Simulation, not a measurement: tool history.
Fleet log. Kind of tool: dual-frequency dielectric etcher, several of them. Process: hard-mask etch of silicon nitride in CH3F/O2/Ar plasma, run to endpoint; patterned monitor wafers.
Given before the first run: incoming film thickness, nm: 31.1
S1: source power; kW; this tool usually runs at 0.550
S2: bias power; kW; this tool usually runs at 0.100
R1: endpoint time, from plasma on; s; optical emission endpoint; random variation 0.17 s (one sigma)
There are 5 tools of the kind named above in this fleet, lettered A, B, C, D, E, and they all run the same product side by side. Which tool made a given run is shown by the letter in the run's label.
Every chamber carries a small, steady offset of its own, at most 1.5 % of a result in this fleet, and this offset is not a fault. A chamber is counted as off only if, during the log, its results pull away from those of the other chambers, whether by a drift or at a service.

run,hour,S1,S2,R1
1D,4.9,0.550,0.100,35.637
2A,11.7,0.550,0.100,35.573
3C,16.8,0.550,0.100,34.873
4B,21.9,0.550,0.100,35.820
5E,29.4,0.430,0.100,39.010
6C,36.0,0.430,0.100,38.600
7A,44.1,0.430,0.100,39.058
8E,50.9,0.430,0.100,38.846
# hour 54.1: chamber E: bias power generator calibrated
9B,56.1,0.430,0.100,39.510
# hour 62.8: chamber C: wet clean of the chamber
10D,63.4,0.550,0.100,35.810
11C,73.0,0.550,0.100,34.735
12B,80.5,0.550,0.100,35.923
13E,85.3,0.550,0.100,35.677
14D,93.8,0.550,0.100,35.833
15A,98.7,0.640,0.100,33.564
16E,105.1,0.640,0.100,33.526
# hour 105.5: chamber E: wet clean of the chamber
17A,109.8,0.640,0.100,33.769
18B,117.6,0.640,0.100,34.025
19D,124.5,0.640,0.100,33.869
20C,134.1,0.550,0.100,35.278
21E,143.1,0.550,0.100,35.508
22D,147.6,0.550,0.100,35.573
23C,154.7,0.550,0.100,35.002
24A,161.2,0.550,0.100,35.381
25B,168.4,0.550,0.100,36.462
26E,177.9,0.550,0.100,35.579
27B,187.3,0.550,0.100,36.656
28C,197.7,0.550,0.100,35.036
29A,206.8,0.550,0.100,35.576
30D,213.9,0.480,0.114,36.298

Next, every chamber runs the same settings. What will each give?
31A,221.3,0.550,0.100,?
31B,221.3,0.550,0.100,?
31C,221.3,0.550,0.100,?
31D,221.3,0.550,0.100,?
31E,221.3,0.550,0.100,?

run,R1
31A,35.170
31B,37.090
31C,35.321
31D,35.848
31E,35.632
